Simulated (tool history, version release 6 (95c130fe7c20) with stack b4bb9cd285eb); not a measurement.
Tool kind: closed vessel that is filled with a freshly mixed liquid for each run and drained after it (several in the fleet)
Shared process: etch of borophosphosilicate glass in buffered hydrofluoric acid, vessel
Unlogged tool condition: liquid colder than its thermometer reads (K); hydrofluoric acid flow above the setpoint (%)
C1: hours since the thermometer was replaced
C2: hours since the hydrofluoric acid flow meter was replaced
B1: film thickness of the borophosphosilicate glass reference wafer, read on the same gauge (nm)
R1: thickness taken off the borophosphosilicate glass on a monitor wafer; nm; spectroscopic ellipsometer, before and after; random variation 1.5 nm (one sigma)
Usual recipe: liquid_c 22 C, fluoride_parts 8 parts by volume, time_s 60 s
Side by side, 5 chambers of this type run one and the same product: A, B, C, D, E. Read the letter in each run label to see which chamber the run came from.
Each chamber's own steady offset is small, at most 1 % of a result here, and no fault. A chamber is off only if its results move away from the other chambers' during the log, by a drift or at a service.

run 1C hour=7.4 | liquid_c=22 fluoride_parts=8 time_s=60 | C1=357.7 C2=460.6 | B1=60 | R1=235.94
run 2E hour=15 | liquid_c=22 fluoride_parts=8 time_s=60 | C1=923.2 C2=2228.3 | B1=59.992 | R1=235.56
run 3A hour=21.7 | liquid_c=22 fluoride_parts=8 time_s=60 | C1=166.5 C2=187.3 | B1=59.998 | R1=235.5
run 4B hour=32.1 | liquid_c=22 fluoride_parts=8 time_s=60 | C1=471.6 C2=316.2 | B1=59.986 | R1=234.15
run 5D hour=40.5 | liquid_c=22 fluoride_parts=8 time_s=60 | C1=996.6 C2=263.6 | B1=59.997 | R1=236.86
run 6A hour=53.6 | liquid_c=22 fluoride_parts=8 time_s=40 | C1=198.4 C2=219.2 | B1=59.999 | R1=158.5
run 7C hour=62.3 | liquid_c=22 fluoride_parts=8 time_s=40 | C1=412.6 C2=515.5 | B1=59.985 | R1=158.01
run 8D hour=69.2 | liquid_c=22 fluoride_parts=8 time_s=40 | C1=1025.3 C2=292.3 | B1=60.082 | R1=156.46
run 9E hour=77.5 | liquid_c=22 fluoride_parts=8 time_s=40 | C1=985.7 C2=2290.8 | B1=59.997 | R1=154.89
-- hour=79 chamber E: hydrofluoric acid flow meter replaced
run 10B hour=84.4 | liquid_c=22 fluoride_parts=8 time_s=40 | C1=523.9 C2=368.5 | B1=60.042 | R1=157.02
run 11C hour=98.4 | liquid_c=22 fluoride_parts=8 time_s=60 | C1=448.7 C2=551.6 | B1=59.984 | R1=235.74
run 12E hour=109.3 | liquid_c=22 fluoride_parts=8 time_s=60 | C1=1017.5 C2=30.3 | B1=60.015 | R1=235.16
-- hour=117.4 chamber B: thermometer replaced
run 13B hour=119.2 | liquid_c=22 fluoride_parts=8 time_s=60 | C1=1.8 C2=403.3 | B1=59.976 | R1=237.71
run 14D hour=125.8 | liquid_c=22 fluoride_parts=8 time_s=60 | C1=1081.9 C2=348.9 | B1=59.965 | R1=232.34
run 15A hour=134 | liquid_c=22 fluoride_parts=8 time_s=60 | C1=278.8 C2=299.6 | B1=60.018 | R1=234.04
run 16D hour=146.5 | liquid_c=22 fluoride_parts=8 time_s=60 | C1=1102.6 C2=369.6 | B1=59.976 | R1=238.01
run 17E hour=154.3 | liquid_c=22 fluoride_parts=8 time_s=60 | C1=1062.5 C2=75.3 | B1=60.023 | R1=232.56
run 18B hour=162.1 | liquid_c=22 fluoride_parts=8 time_s=60 | C1=44.7 C2=446.2 | B1=59.978 | R1=240.33
run 19C hour=173.5 | liquid_c=22 fluoride_parts=8 time_s=60 | C1=523.8 C2=626.7 | B1=59.973 | R1=236.65
run 20A hour=183 | liquid_c=22 fluoride_parts=8 time_s=60 | C1=327.8 C2=348.6 | B1=60.033 | R1=235.71
run 21A hour=189.3 | liquid_c=22 fluoride_parts=8 time_s=60 | C1=334.1 C2=354.9 | B1=59.946 | R1=235.91
-- hour=192.8 chamber E: thermometer replaced
run 22C hour=197.3 | liquid_c=22 fluoride_parts=5.5 time_s=60 | C1=547.6 C2=650.5 | B1=60.034 | R1=336.66
run 23D hour=209.5 | liquid_c=22 fluoride_parts=5.5 time_s=60 | C1=1165.6 C2=432.6 | B1=59.995 | R1=339.64
run 24B hour=221.7 | liquid_c=22 fluoride_parts=5.5 time_s=60 | C1=104.3 C2=505.8 | B1=59.962 | R1=340.22
run 25E hour=233.4 | liquid_c=22 fluoride_parts=5.5 time_s=60 | C1=40.6 C2=154.4 | B1=59.991 | R1=338.42
run 26A hour=244.8 | liquid_c=22 fluoride_parts=5.5 time_s=60 | C1=389.6 C2=410.4 | B1=59.996 | R1=337.49
run 27C hour=256 | liquid_c=22 fluoride_parts=8 time_s=60 | C1=606.3 C2=709.2 | B1=60.024 | R1=237.33
run 28E hour=266.8 | liquid_c=22 fluoride_parts=8 time_s=60 | C1=74 C2=187.8 | B1=60.014 | R1=231.74
run 29B hour=281.1 | liquid_c=22 fluoride_parts=8 time_s=60 | C1=163.7 C2=565.2 | B1=59.959 | R1=244.82
run 30D hour=295 | liquid_c=22 fluoride_parts=8 time_s=60 | C1=1251.1 C2=518.1 | B1=60.04 | R1=238.67

Is one chamber out of step, is the gauge drifting, or do the chambers differ by no more than their own small offsets? For an off chamber, give its letter and the likeliest cause.

Little by little, chamber B moves away from the other chambers.
What lies behind it: hydrofluoric acid flow above the setpoint (%) = 3.12.

Which of the 4 candidates below, each the usual settings with something changed and its results left as question marks, puts chamber B back in line with what the other chambers give on the usual settings?
Counts as in line when no further than this from what the other chambers average on the usual settings: R1 5.2 nm
run 31B-1 hour=305.4 | liquid_c=22 fluoride_parts=8 time_s=65 | R1=?
run 31B-2 hour=305.4 | liquid_c=22.5 fluoride_parts=8 time_s=60 | R1=?
run 31B-3 hour=305.4 | liquid_c=22 fluoride_parts=8.5 time_s=60 | R1=?
run 31B-4 hour=305.4 | liquid_c=21.5 fluoride_parts=8 time_s=60 | R1=?

On the usual settings, the other chambers give on average: R1 235.22 nm
run=31B-1 R1=263.41
run=31B-2 R1=249.85
run=31B-3 R1=227.76
run=31B-4 R1=236.61
With 31B-4, the chamber falls back in line with the rest.
